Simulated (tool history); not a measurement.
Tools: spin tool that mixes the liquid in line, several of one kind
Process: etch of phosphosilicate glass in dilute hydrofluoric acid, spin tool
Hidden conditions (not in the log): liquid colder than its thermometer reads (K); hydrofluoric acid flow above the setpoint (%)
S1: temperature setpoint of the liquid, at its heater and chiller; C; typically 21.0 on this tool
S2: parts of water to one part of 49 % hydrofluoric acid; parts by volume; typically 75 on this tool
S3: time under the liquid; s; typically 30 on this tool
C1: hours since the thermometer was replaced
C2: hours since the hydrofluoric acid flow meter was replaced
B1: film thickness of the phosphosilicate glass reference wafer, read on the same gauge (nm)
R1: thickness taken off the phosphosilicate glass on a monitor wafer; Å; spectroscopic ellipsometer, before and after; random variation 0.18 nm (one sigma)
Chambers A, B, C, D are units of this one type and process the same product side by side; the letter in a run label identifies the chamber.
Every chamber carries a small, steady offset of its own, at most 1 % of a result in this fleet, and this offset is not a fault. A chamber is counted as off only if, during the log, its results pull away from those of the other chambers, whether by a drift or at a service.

run,day,S1,S2,S3,C1,C2,B1,R1
1B,0.408,21.0,75,30,1408.1,191.0,30.003,220.36
2D,0.896,21.0,75,30,464.5,1170.7,29.980,216.53
3C,1.429,21.0,75,30,598.0,1028.4,30.019,219.58
4A,1.962,21.0,75,30,295.2,781.2,29.976,219.62
5A,2.396,21.0,75,30,305.6,791.6,30.009,220.65
6D,2.808,21.0,75,30,510.4,1216.6,29.976,219.06
7C,3.392,21.0,75,30,645.1,1075.5,29.983,217.60
8B,3.717,21.0,75,30,1487.5,270.4,29.960,223.18
9D,4.325,21.0,75,30,546.8,1253.0,30.002,221.12
10A,4.629,21.0,75,30,359.2,845.2,30.011,220.94
11C,4.975,21.0,75,30,683.1,1113.5,29.993,218.13
12B,5.521,17.0,75,30,1530.8,313.7,29.979,184.14
13D,5.808,17.0,75,30,582.4,1288.6,29.970,190.15
14C,6.400,17.0,75,30,717.3,1147.7,30.003,187.71
15A,7.021,17.0,75,30,416.6,902.6,30.006,189.11
16B,7.408,21.0,75,30,1576.1,359.0,30.011,219.58
17C,7.958,21.0,75,30,754.7,1185.1,30.041,215.10
18A,8.379,21.0,75,30,449.2,935.2,30.025,220.85
19B,8.662,21.0,75,30,1606.2,389.1,30.008,219.71
20D,9.096,18.5,75,30,661.3,1367.5,30.021,208.03
21B,9.521,18.5,75,30,1626.8,409.7,30.000,194.99
22C,10.067,18.5,75,30,805.3,1235.7,29.993,198.33
23A,10.412,18.5,75,30,498.0,984.0,29.974,200.64
24D,10.738,21.0,75,30,700.7,1406.9,29.997,228.69
25C,11.146,21.0,75,30,831.2,1261.6,29.991,221.67
26D,11.775,21.0,75,30,725.6,1431.8,30.001,231.16
27B,12.371,21.0,75,30,1695.2,478.1,30.004,220.97
28A,13.000,21.0,75,30,560.1,1046.1,29.994,218.56
29D,13.525,21.0,75,30,767.6,1473.8,29.999,236.88
# day 13.550: chamber B: thermometer replaced
30B,14.079,21.0,75,30,12.8,519.1,29.940,222.24
31C,14.721,21.0,75,30,917.0,1347.4,30.012,219.86
32A,15.104,19.0,105,30,610.6,1096.6,29.942,140.96
33C,15.462,19.0,105,30,934.8,1365.2,29.990,137.99
34A,15.900,19.0,105,30,629.7,1115.7,29.991,139.09
35D,16.396,19.0,105,30,836.5,1542.7,29.987,150.09
36B,16.717,21.0,75,30,76.1,582.4,29.997,221.02
37B,17.350,26.0,110,30,91.3,597.6,29.986,177.35
38D,17.892,26.0,110,30,872.4,1578.6,30.020,190.07

Does one chamber stand apart from the rest, does the shared gauge drift, or is all well apart from small per-chamber offsets? Give the chamber and the most likely cause, where there is one.

One chamber, D, drifts off from the rest bit by bit.
What lies behind it: hydrofluoric acid flow above the setpoint (%) = 9.26.
The log might look much the same if the cause were instead: liquid hotter than its thermometer reads (K).

Chamber D could run next with any of the 4 candidate recipes listed below; each alters the usual settings, and their results appear as question marks. Which one brings its results back in line with what the other chambers deliver on the usual settings?
Counts as in line when no further than this from what the other chambers average on the usual settings: R1 6.30 Å
39D-1,18.354,21.5,70,30,,,,?
39D-2,18.354,22.0,75,30,,,,?
39D-3,18.354,19.0,75,30,,,,?
39D-4,18.354,20.0,75,30,,,,?

Other chambers, usual settings, mean: R1 220.20 Å
run,R1
39D-1,265.49
39D-2,251.29
39D-3,221.88
39D-4,231.33
The answer is 39D-3, which returns the chamber to within the allowed miss of the others.
